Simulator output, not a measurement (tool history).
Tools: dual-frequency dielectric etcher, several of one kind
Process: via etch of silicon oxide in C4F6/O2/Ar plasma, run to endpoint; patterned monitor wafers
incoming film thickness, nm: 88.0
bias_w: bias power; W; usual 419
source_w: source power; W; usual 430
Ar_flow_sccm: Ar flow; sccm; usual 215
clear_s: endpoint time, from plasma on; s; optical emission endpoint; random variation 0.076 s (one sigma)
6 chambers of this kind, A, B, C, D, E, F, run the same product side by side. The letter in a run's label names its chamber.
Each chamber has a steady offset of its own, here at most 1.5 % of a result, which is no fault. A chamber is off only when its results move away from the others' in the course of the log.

run,hour,bias_w,source_w,Ar_flow_sccm,clear_s
# hour 6.9: chamber D: wet clean of the chamber
1A,7.4,419,430,215,19.306
2C,16.3,419,430,215,19.381
3B,26.2,419,430,215,19.687
4D,34.5,419,430,215,19.438
5E,40.1,419,430,215,19.409
6F,48.5,419,430,215,19.440
7E,57.8,419,430,215,19.378
8C,66.1,419,430,215,19.464
9D,75.6,419,430,215,19.309
10B,82.0,419,430,215,19.649
11A,87.3,419,430,215,19.326
12F,97.0,334,430,215,21.083
13D,106.4,334,430,215,20.896
14F,112.5,334,430,215,21.132
15B,118.7,334,430,215,21.490
16C,123.3,334,430,215,21.005
17A,132.8,334,430,215,20.924
18E,137.4,419,430,215,19.449
19B,147.1,419,430,215,19.599
20A,153.5,419,430,215,19.311
21F,158.2,419,430,215,19.534
22D,163.3,419,430,215,19.173
23C,169.8,419,360,215,20.609
24E,177.2,419,360,215,20.674
25B,185.4,419,360,215,21.063
26C,192.4,419,360,215,20.673
27A,198.9,419,360,215,20.578
# hour 200.6: chamber E: source power generator calibrated
# hour 201.6: chamber F: wet clean of the chamber
28E,204.0,419,360,215,20.787
29F,211.4,419,430,215,19.394
30D,217.5,419,430,215,19.390
31C,226.4,419,430,215,19.377
# hour 227.0: chamber B: wet clean of the chamber
32A,230.9,419,430,215,19.228
33E,238.1,419,430,215,19.364
34D,244.2,419,430,215,19.292
35F,250.1,419,430,215,19.548
36B,256.7,419,430,215,19.665
# hour 260.2: chamber C: wet clean of the chamber
37B,262.6,419,430,215,19.674
38F,270.3,419,430,215,19.598
39C,274.7,419,430,215,19.433

All 6 chambers run these settings next. Forecast each chamber's results:
40A,281.9,419,430,215,?
40B,281.9,419,430,215,?
40C,281.9,419,430,215,?
40D,281.9,419,430,215,?
40E,281.9,419,430,215,?
40F,281.9,419,430,215,?

run,clear_s
40A,19.351
40B,19.695
40C,19.466
40D,19.324
40E,19.322
40F,19.420

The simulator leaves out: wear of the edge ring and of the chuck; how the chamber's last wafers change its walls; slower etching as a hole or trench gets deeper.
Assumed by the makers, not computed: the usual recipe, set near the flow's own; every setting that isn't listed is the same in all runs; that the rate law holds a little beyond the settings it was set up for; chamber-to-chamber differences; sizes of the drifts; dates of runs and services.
